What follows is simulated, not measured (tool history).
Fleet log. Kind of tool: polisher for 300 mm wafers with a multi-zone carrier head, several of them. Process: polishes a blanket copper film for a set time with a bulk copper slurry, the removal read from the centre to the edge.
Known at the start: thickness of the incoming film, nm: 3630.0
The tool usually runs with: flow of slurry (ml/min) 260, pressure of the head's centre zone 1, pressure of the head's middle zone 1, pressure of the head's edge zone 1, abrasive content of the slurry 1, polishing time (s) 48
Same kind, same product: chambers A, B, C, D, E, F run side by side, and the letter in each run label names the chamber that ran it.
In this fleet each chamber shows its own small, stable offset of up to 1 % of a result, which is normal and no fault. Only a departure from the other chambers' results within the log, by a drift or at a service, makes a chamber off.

| run | hour | flow of slurry (ml/min) | pressure of the head's centre zone | pressure of the head's middle zone | pressure of the head's edge zone | abrasive content of the slurry | polishing time (s) | wafers polished on this pad | hours since the slurry nozzle was cleaned | hours since the centre zone pressure was calibrated | hours since the edge zone pressure was calibrated | film removed at the wafer's centre (angstrom) | film removed at mid-radius (angstrom) | film removed at the wafer's edge (angstrom) |
|---|---|---|---|---|---|---|---|---|---|---|---|---|---|---|
|  | 0.7 | chamber F: worn pad replaced by a new one |
| 1A | 11 | 260 | 1 | 1 | 1 | 1 | 48 | 111 | 89 | 225.2 | 1116.5 | 4228.5 | 4158.8 | 4186.5 |
| 2D | 20 | 260 | 1 | 1 | 1 | 1 | 48 | 884 | 347.7 | 163.1 | 611.2 | 4192.8 | 4122.7 | 4145.6 |
| 3B | 30 | 260 | 1 | 1 | 1 | 1 | 48 | 357 | 96 | 331.9 | 363.7 | 4093.7 | 4063.4 | 4120.1 |
| 4F | 39.5 | 260 | 1 | 1 | 1 | 1 | 48 | 234 | 136.3 | 196.8 | 217 | 3997.7 | 4124.7 | 4163.4 |
|  | 42.5 | chamber E: worn pad replaced by a new one |
| 5C | 50.7 | 260 | 1 | 1 | 1.09 | 1 | 32 | 812 | 717.1 | 284.9 | 1646.1 | 2793.4 | 2763.4 | 2878.6 |
|  | 61.8 | chamber D: worn pad replaced by a new one |
| 6E | 62.2 | 260 | 1 | 1 | 1.09 | 1 | 32 | 119 | 186.6 | 162.5 | 886.3 | 2798.8 | 2692.2 | 2931.2 |
| 7A | 72.6 | 260 | 1 | 1 | 1.09 | 1 | 32 | 483 | 150.6 | 286.8 | 1178.1 | 2737 | 2756.8 | 2925.2 |
| 8D | 83 | 260 | 1 | 1 | 1.09 | 1 | 32 | 128 | 410.7 | 226.1 | 674.2 | 2758.8 | 2753.5 | 2946.1 |
| 9C | 91.9 | 260 | 1 | 1 | 1.09 | 1 | 32 | 1061 | 758.3 | 326.1 | 1687.3 | 2736.6 | 2756.6 | 2920.3 |
|  | 92.4 | chamber C: worn pad replaced by a new one |
|  | 99.6 | chamber A: worn pad replaced by a new one |
|  | 101.5 | chamber F: slurry nozzle cleaned |
| 10E | 102.5 | 260 | 1 | 1 | 1.09 | 1 | 32 | 362 | 226.9 | 202.8 | 926.6 | 2760.1 | 2734.8 | 2925.2 |
| 11B | 108.2 | 260 | 1 | 1 | 1 | 1 | 48 | 829 | 174.2 | 410.1 | 441.9 | 4110.8 | 4092.4 | 4129.8 |
|  | 113.5 | chamber C: edge zone pressure recalibrated |
| 12F | 115.8 | 260 | 1 | 1 | 1 | 1 | 48 | 694 | 14.4 | 273.1 | 293.3 | 4101.4 | 4124.3 | 4133 |
| 13B | 127.4 | 260 | 1 | 1 | 1 | 1 | 48 | 944 | 193.4 | 429.3 | 461.1 | 3989.1 | 4043.2 | 4049.8 |
|  | 136.2 | chamber B: worn pad replaced by a new one |
| 14C | 136.2 | 260 | 1 | 1 | 1 | 1 | 48 | 264 | 802.6 | 370.4 | 22.8 | 4151.6 | 4166.2 | 4076.3 |
|  | 136.3 | chamber C: centre zone pressure recalibrated |
|  | 138.7 | chamber E: worn pad replaced by a new one |
| 15A | 144.6 | 260 | 1 | 1 | 1 | 1 | 48 | 272 | 222.6 | 358.8 | 1250.1 | 4221.9 | 4185.6 | 4195.4 |
| 16E | 154.2 | 260 | 1 | 1 | 1 | 1 | 48 | 93 | 278.6 | 254.5 | 978.3 | 4145.2 | 4091.9 | 4223.3 |
| 17D | 162.3 | 260 | 1 | 1 | 1 | 1.2 | 48 | 606 | 490 | 305.4 | 753.5 | 4291 | 4258 | 4348.2 |
|  | 163.5 | chamber D: slurry nozzle cleaned |
| 18F | 168.9 | 260 | 1 | 1 | 1 | 1.2 | 48 | 1014 | 67.5 | 326.2 | 346.4 | 4388.6 | 4307.9 | 4249.2 |
| 19A | 175.7 | 260 | 1 | 1 | 1 | 1.2 | 48 | 459 | 253.7 | 389.9 | 1281.2 | 4375 | 4321.4 | 4323.8 |
| 20C | 184.4 | 260 | 1 | 1 | 1 | 1.2 | 48 | 555 | 850.8 | 48.1 | 71 | 4344.4 | 4304.4 | 4345.1 |
|  | 188.8 | chamber D: edge zone pressure recalibrated |
| 21E | 194.9 | 260 | 1 | 1 | 1 | 1.2 | 48 | 339 | 319.3 | 295.2 | 1019 | 4374.6 | 4264.1 | 4371.6 |
| 22B | 202.6 | 260 | 1 | 1 | 1 | 1.2 | 48 | 400 | 268.6 | 504.5 | 536.3 | 4247.7 | 4285.1 | 4279.8 |
| 23D | 211.3 | 260 | 1 | 1 | 1 | 1 | 48 | 902 | 47.8 | 354.4 | 22.5 | 4173.4 | 4133.4 | 4192.9 |
| 24F | 219.6 | 260 | 1 | 1 | 1 | 1 | 48 | 1320 | 118.2 | 376.9 | 397.1 | 4066.5 | 4229.2 | 4156.5 |
|  | 220.7 | chamber A: worn pad replaced by a new one |
|  | 223.1 | chamber A: edge zone pressure recalibrated |
| 25C | 230.9 | 260 | 1 | 1 | 1 | 1 | 48 | 836 | 897.3 | 94.6 | 117.5 | 4086.2 | 4139.4 | 4114.7 |
|  | 233.5 | chamber E: worn pad replaced by a new one |
| 26B | 236.8 | 260 | 1 | 1 | 1 | 1 | 48 | 607 | 302.8 | 538.7 | 570.5 | 4160.1 | 4070.8 | 4113 |
|  | 237.1 | chamber F: worn pad replaced by a new one |
|  | 244.5 | chamber D: worn pad replaced by a new one |
| 27E | 248.2 | 260 | 1 | 1 | 1 | 1 | 48 | 88 | 372.6 | 348.5 | 1072.3 | 4162.2 | 4065.3 | 4220.4 |
| 28F | 258.1 | 260 | 1 | 1 | 1 | 1 | 48 | 126 | 156.7 | 415.4 | 435.6 | 4124.3 | 4172.8 | 4097.8 |
|  | 258.9 | chamber C: worn pad replaced by a new one |
|  | 264.6 | chamber B: worn pad replaced by a new one |
| 29A | 265.7 | 260 | 1 | 1 | 1 | 1 | 48 | 271 | 343.7 | 479.9 | 42.7 | 3998.7 | 4115 | 4181.1 |
|  | 276.2 | chamber F: centre zone pressure recalibrated |
|  | 276.6 | chamber C: slurry nozzle cleaned |
| 30D | 277 | 260 | 1 | 1 | 1 | 1 | 48 | 196 | 113.5 | 420.1 | 88.2 | 4086.6 | 4162.2 | 4156.6 |
| 31F | 287.2 | 260 | 1 | 1 | 1 | 1 | 48 | 302 | 185.8 | 11 | 464.7 | 4130.1 | 4183 | 4163.9 |
| 32D | 293.6 | 260 | 1 | 1 | 1 | 1 | 48 | 296 | 130.1 | 436.7 | 104.8 | 4043.5 | 4130.8 | 4187.4 |
| 33E | 299.2 | 260 | 1 | 1 | 1 | 1 | 48 | 396 | 423.6 | 399.5 | 1123.3 | 4154.9 | 4121.8 | 4189.4 |
| 34B | 304.7 | 260 | 1 | 1 | 1 | 1 | 48 | 242 | 370.7 | 606.6 | 638.4 | 4073.3 | 4101.3 | 4167.1 |
| 35A | 312.4 | 260 | 1 | 1 | 1 | 1 | 48 | 553 | 390.4 | 526.6 | 89.4 | 3879 | 4136.7 | 4143.1 |
|  | 312.8 | chamber F: slurry nozzle cleaned |
| 36C | 320.6 | 260 | 1 | 1 | 1 | 1 | 48 | 372 | 44 | 184.3 | 207.2 | 4212.4 | 4136.3 | 4132.3 |
|  | 327.5 | chamber E: edge zone pressure recalibrated |
| 37E | 331.3 | 260 | 1 | 1 | 1 | 1 | 48 | 590 | 455.7 | 431.6 | 3.9 | 4139.7 | 4116 | 4135.9 |
| 38F | 342.3 | 260 | 1 | 1 | 1 | 1 | 48 | 634 | 29.5 | 66.1 | 519.8 | 4090.7 | 4183.2 | 4152.4 |
| 39D | 349.9 | 260 | 1.12 | 1 | 1 | 1 | 42 | 636 | 186.4 | 493 | 161.1 | 4153.8 | 3601.5 | 3642.8 |

Predict what each chamber gives when all 6 of them run the settings below next.
| 40A | 358.3 | 260 | 1 | 1 | 1 | 1 | 48 |  |  |  |  | ? | ? | ? |
| 40B | 358.3 | 260 | 1 | 1 | 1 | 1 | 48 |  |  |  |  | ? | ? | ? |
| 40C | 358.3 | 260 | 1 | 1 | 1 | 1 | 48 |  |  |  |  | ? | ? | ? |
| 40D | 358.3 | 260 | 1 | 1 | 1 | 1 | 48 |  |  |  |  | ? | ? | ? |
| 40E | 358.3 | 260 | 1 | 1 | 1 | 1 | 48 |  |  |  |  | ? | ? | ? |
| 40F | 358.3 | 260 | 1 | 1 | 1 | 1 | 48 |  |  |  |  | ? | ? | ? |

| run | film removed at the wafer's centre (angstrom) | film removed at mid-radius (angstrom) | film removed at the wafer's edge (angstrom) |
|---|---|---|---|
| 40A | 3755.6 | 4117.6 | 4143.4 |
| 40B | 4171.8 | 4083.2 | 4110.6 |
| 40C | 4183.4 | 4152.4 | 4160.2 |
| 40D | 4118 | 4144.7 | 4194.3 |
| 40E | 4181.6 | 4131 | 4170.2 |
| 40F | 4101.6 | 4157 | 4178.2 |

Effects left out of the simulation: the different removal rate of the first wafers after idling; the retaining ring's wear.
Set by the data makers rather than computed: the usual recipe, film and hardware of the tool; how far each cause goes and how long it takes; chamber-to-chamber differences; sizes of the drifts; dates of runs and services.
